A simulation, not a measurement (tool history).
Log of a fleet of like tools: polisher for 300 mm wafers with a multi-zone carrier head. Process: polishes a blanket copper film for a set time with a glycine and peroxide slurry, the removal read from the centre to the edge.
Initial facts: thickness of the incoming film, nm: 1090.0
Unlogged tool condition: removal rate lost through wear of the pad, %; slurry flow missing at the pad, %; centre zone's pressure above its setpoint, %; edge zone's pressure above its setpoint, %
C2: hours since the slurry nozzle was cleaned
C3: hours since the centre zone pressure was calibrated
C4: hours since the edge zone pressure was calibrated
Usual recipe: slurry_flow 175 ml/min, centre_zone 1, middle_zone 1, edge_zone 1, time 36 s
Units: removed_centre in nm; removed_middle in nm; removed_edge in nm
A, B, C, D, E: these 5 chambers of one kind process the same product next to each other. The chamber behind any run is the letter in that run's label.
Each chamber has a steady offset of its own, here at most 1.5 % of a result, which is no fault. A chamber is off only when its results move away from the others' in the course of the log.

-- hour=0.8 chamber B: worn pad replaced by a new one
run 1E hour=5.8 | slurry_flow=175 centre_zone=1 middle_zone=1 edge_zone=1 time=36 | wafers_polished_on_this_pad=110 C2=272.3 C3=208.7 C4=374.9 | removed_centre=229.66 removed_middle=225.24 removed_edge=225.86
run 2B hour=10.8 | slurry_flow=175 centre_zone=1 middle_zone=1 edge_zone=1 time=36 | wafers_polished_on_this_pad=102 C2=188.4 C3=77.1 C4=335.7 | removed_centre=224.47 removed_middle=226.32 removed_edge=227.87
run 3D hour=15.1 | slurry_flow=175 centre_zone=1 middle_zone=1 edge_zone=1 time=36 | wafers_polished_on_this_pad=334 C2=506.9 C3=428 C4=334 | removed_centre=226.06 removed_middle=228.36 removed_edge=230.52
run 4A hour=18.6 | slurry_flow=175 centre_zone=1 middle_zone=1 edge_zone=1 time=36 | wafers_polished_on_this_pad=1192 C2=260.2 C3=515.9 C4=307.4 | removed_centre=226.97 removed_middle=227.91 removed_edge=225.18
-- hour=22.9 chamber A: worn pad replaced by a new one
run 5C hour=25.7 | slurry_flow=175 centre_zone=1 middle_zone=1 edge_zone=1 time=36 | wafers_polished_on_this_pad=1060 C2=183.1 C3=43.1 C4=47.3 | removed_centre=227.23 removed_middle=230.03 removed_edge=225.21
run 6C hour=29.8 | slurry_flow=175 centre_zone=1 middle_zone=1 edge_zone=1 time=36 | wafers_polished_on_this_pad=1103 C2=187.2 C3=47.2 C4=51.4 | removed_centre=224.54 removed_middle=220.24 removed_edge=225.82
run 7B hour=36.4 | slurry_flow=175 centre_zone=1 middle_zone=1 edge_zone=1 time=36 | wafers_polished_on_this_pad=365 C2=214 C3=102.7 C4=361.3 | removed_centre=222.99 removed_middle=230.31 removed_edge=229.45
-- hour=37.3 chamber C: worn pad replaced by a new one
run 8D hour=43.4 | slurry_flow=175 centre_zone=1 middle_zone=1 edge_zone=1 time=36 | wafers_polished_on_this_pad=625 C2=535.2 C3=456.3 C4=362.3 | removed_centre=225.64 removed_middle=232.36 removed_edge=225.89
run 9E hour=47.6 | slurry_flow=175 centre_zone=1 middle_zone=1 edge_zone=1 time=36 | wafers_polished_on_this_pad=540 C2=314.1 C3=250.5 C4=416.7 | removed_centre=227.39 removed_middle=231.22 removed_edge=225.92
run 10A hour=51.4 | slurry_flow=175 centre_zone=1 middle_zone=1 edge_zone=1 time=36 | wafers_polished_on_this_pad=293 C2=293 C3=548.7 C4=340.2 | removed_centre=225.17 removed_middle=222.34 removed_edge=226.32
run 11E hour=56.4 | slurry_flow=175 centre_zone=1 middle_zone=1 edge_zone=1 time=36 | wafers_polished_on_this_pad=630 C2=322.9 C3=259.3 C4=425.5 | removed_centre=227.58 removed_middle=229.92 removed_edge=229.52
-- hour=61.5 chamber E: worn pad replaced by a new one
run 12A hour=62 | slurry_flow=175 centre_zone=1 middle_zone=1 edge_zone=1 time=36 | wafers_polished_on_this_pad=401 C2=303.6 C3=559.3 C4=350.8 | removed_centre=225.62 removed_middle=228.06 removed_edge=227.7
run 13C hour=67.6 | slurry_flow=175 centre_zone=1 middle_zone=1 edge_zone=1 time=36 | wafers_polished_on_this_pad=312 C2=225 C3=85 C4=89.2 | removed_centre=228.09 removed_middle=224.79 removed_edge=225.97
run 14B hour=74.2 | slurry_flow=175 centre_zone=1 middle_zone=1 edge_zone=1 time=36 | wafers_polished_on_this_pad=754 C2=251.8 C3=140.5 C4=399.1 | removed_centre=227.24 removed_middle=224.39 removed_edge=229.92
run 15D hour=77.8 | slurry_flow=175 centre_zone=1 middle_zone=1 edge_zone=1 time=36 | wafers_polished_on_this_pad=978 C2=569.6 C3=490.7 C4=396.7 | removed_centre=228.9 removed_middle=228.5 removed_edge=227.72
run 16E hour=84.7 | slurry_flow=175 centre_zone=1 middle_zone=1 edge_zone=1 time=36 | wafers_polished_on_this_pad=239 C2=351.2 C3=287.6 C4=453.8 | removed_centre=227.86 removed_middle=228.95 removed_edge=227.56
run 17C hour=92.1 | slurry_flow=175 centre_zone=1 middle_zone=1 edge_zone=1 time=36 | wafers_polished_on_this_pad=564 C2=249.5 C3=109.5 C4=113.7 | removed_centre=227.74 removed_middle=223.78 removed_edge=229.25
run 18B hour=97.9 | slurry_flow=175 centre_zone=1 middle_zone=1 edge_zone=1 time=36 | wafers_polished_on_this_pad=997 C2=275.5 C3=164.2 C4=422.8 | removed_centre=226.35 removed_middle=224.69 removed_edge=228.61
run 19D hour=103.4 | slurry_flow=175 centre_zone=1 middle_zone=1 edge_zone=1 time=36 | wafers_polished_on_this_pad=1241 C2=595.2 C3=516.3 C4=422.3 | removed_centre=227.72 removed_middle=225.16 removed_edge=229.96
-- hour=107.6 chamber B: slurry nozzle cleaned
run 20A hour=110.6 | slurry_flow=175 centre_zone=1 middle_zone=1 edge_zone=1 time=36 | wafers_polished_on_this_pad=901 C2=352.2 C3=607.9 C4=399.4 | removed_centre=229.52 removed_middle=230.14 removed_edge=231.17
run 21D hour=117.8 | slurry_flow=175 centre_zone=1 middle_zone=1 edge_zone=1 time=36 | wafers_polished_on_this_pad=1389 C2=609.6 C3=530.7 C4=436.7 | removed_centre=226.5 removed_middle=228.15 removed_edge=230.29
-- hour=118.8 chamber D: worn pad replaced by a new one
-- hour=121.5 chamber B: worn pad replaced by a new one
run 22E hour=121.9 | slurry_flow=175 centre_zone=1 middle_zone=1 edge_zone=1 time=36 | wafers_polished_on_this_pad=621 C2=388.4 C3=324.8 C4=491 | removed_centre=228.7 removed_middle=229.17 removed_edge=227.37
run 23A hour=127.8 | slurry_flow=175 centre_zone=1 middle_zone=1 edge_zone=1 time=36 | wafers_polished_on_this_pad=1078 C2=369.4 C3=625.1 C4=416.6 | removed_centre=226.12 removed_middle=223.55 removed_edge=225.81
run 24B hour=134.2 | slurry_flow=175 centre_zone=1 middle_zone=1 edge_zone=1 time=36 | wafers_polished_on_this_pad=131 C2=26.6 C3=200.5 C4=459.1 | removed_centre=228.11 removed_middle=228.48 removed_edge=230.92
-- hour=138 chamber E: worn pad replaced by a new one
run 25C hour=138 | slurry_flow=175 centre_zone=1 middle_zone=1 edge_zone=1 time=36 | wafers_polished_on_this_pad=1035 C2=295.4 C3=155.4 C4=159.6 | removed_centre=228.51 removed_middle=225.36 removed_edge=228.45
run 26D hour=142.9 | slurry_flow=175 centre_zone=1 middle_zone=1 edge_zone=1 time=36 | wafers_polished_on_this_pad=248 C2=634.7 C3=555.8 C4=461.8 | removed_centre=230.09 removed_middle=229.98 removed_edge=231.39
run 27B hour=148.5 | slurry_flow=175 centre_zone=1 middle_zone=1 edge_zone=1 time=36 | wafers_polished_on_this_pad=278 C2=40.9 C3=214.8 C4=473.4 | removed_centre=226.43 removed_middle=228.28 removed_edge=228.15
-- hour=150 chamber C: worn pad replaced by a new one
-- hour=152.9 chamber A: worn pad replaced by a new one
run 28C hour=153 | slurry_flow=175 centre_zone=1 middle_zone=1 edge_zone=1 time=36 | wafers_polished_on_this_pad=31 C2=310.4 C3=170.4 C4=174.6 | removed_centre=227.17 removed_middle=233.78 removed_edge=227.78
run 29A hour=158.9 | slurry_flow=175 centre_zone=1 middle_zone=1 edge_zone=1 time=36 | wafers_polished_on_this_pad=62 C2=400.5 C3=656.2 C4=447.7 | removed_centre=230.24 removed_middle=229.81 removed_edge=226.91
run 30E hour=164 | slurry_flow=175 centre_zone=1 middle_zone=1 edge_zone=1 time=36 | wafers_polished_on_this_pad=267 C2=430.5 C3=366.9 C4=533.1 | removed_centre=227.85 removed_middle=227.71 removed_edge=227.71
run 31C hour=170.7 | slurry_flow=175 centre_zone=1 middle_zone=1 edge_zone=1 time=36 | wafers_polished_on_this_pad=213 C2=328.1 C3=188.1 C4=192.3 | removed_centre=228.75 removed_middle=228.69 removed_edge=229.29
run 32D hour=178 | slurry_flow=175 centre_zone=1 middle_zone=1 edge_zone=1 time=36 | wafers_polished_on_this_pad=609 C2=669.8 C3=590.9 C4=496.9 | removed_centre=228.58 removed_middle=224.53 removed_edge=229.12
run 33A hour=183.5 | slurry_flow=175 centre_zone=1 middle_zone=1 edge_zone=1 time=36 | wafers_polished_on_this_pad=315 C2=425.1 C3=680.8 C4=472.3 | removed_centre=228.11 removed_middle=222.02 removed_edge=231.64
run 34E hour=190.1 | slurry_flow=175 centre_zone=1 middle_zone=1 edge_zone=1 time=36 | wafers_polished_on_this_pad=535 C2=456.6 C3=393 C4=559.2 | removed_centre=231.02 removed_middle=228.35 removed_edge=232.67
run 35B hour=194.2 | slurry_flow=175 centre_zone=1 middle_zone=1 edge_zone=1 time=36 | wafers_polished_on_this_pad=747 C2=86.6 C3=260.5 C4=519.1 | removed_centre=223.42 removed_middle=222.76 removed_edge=232.27
run 36D hour=199.7 | slurry_flow=175 centre_zone=1 middle_zone=1 edge_zone=1 time=36 | wafers_polished_on_this_pad=832 C2=691.5 C3=612.6 C4=518.6 | removed_centre=229.13 removed_middle=228.21 removed_edge=236.1
run 37E hour=204.2 | slurry_flow=175 centre_zone=1 middle_zone=1 edge_zone=1.11 time=42 | wafers_polished_on_this_pad=680 C2=470.7 C3=407.1 C4=573.3 | removed_centre=266.66 removed_middle=267.74 removed_edge=275.74
run 38C hour=207.6 | slurry_flow=175 centre_zone=1 middle_zone=1 edge_zone=1.11 time=42 | wafers_polished_on_this_pad=592 C2=365 C3=225 C4=229.2 | removed_centre=269.24 removed_middle=267.09 removed_edge=277.49

All 5 chambers run these settings next. Forecast each chamber's results:
run 39A hour=213 | slurry_flow=175 centre_zone=1 middle_zone=1 edge_zone=1 time=36 | removed_centre=? removed_middle=? removed_edge=?
run 39B hour=213 | slurry_flow=175 centre_zone=1 middle_zone=1 edge_zone=1 time=36 | removed_centre=? removed_middle=? removed_edge=?
run 39C hour=213 | slurry_flow=175 centre_zone=1 middle_zone=1 edge_zone=1 time=36 | removed_centre=? removed_middle=? removed_edge=?
run 39D hour=213 | slurry_flow=175 centre_zone=1 middle_zone=1 edge_zone=1 time=36 | removed_centre=? removed_middle=? removed_edge=?
run 39E hour=213 | slurry_flow=175 centre_zone=1 middle_zone=1 edge_zone=1 time=36 | removed_centre=? removed_middle=? removed_edge=?

run=39A removed_centre=225.93 removed_middle=228.96 removed_edge=227.48
run=39B removed_centre=225.9 removed_middle=225.42 removed_edge=233.32
run=39C removed_centre=225.38 removed_middle=227.42 removed_edge=227.57
run=39D removed_centre=224.91 removed_middle=229.7 removed_edge=226.13
run=39E removed_centre=227.51 removed_middle=233.52 removed_edge=230.9

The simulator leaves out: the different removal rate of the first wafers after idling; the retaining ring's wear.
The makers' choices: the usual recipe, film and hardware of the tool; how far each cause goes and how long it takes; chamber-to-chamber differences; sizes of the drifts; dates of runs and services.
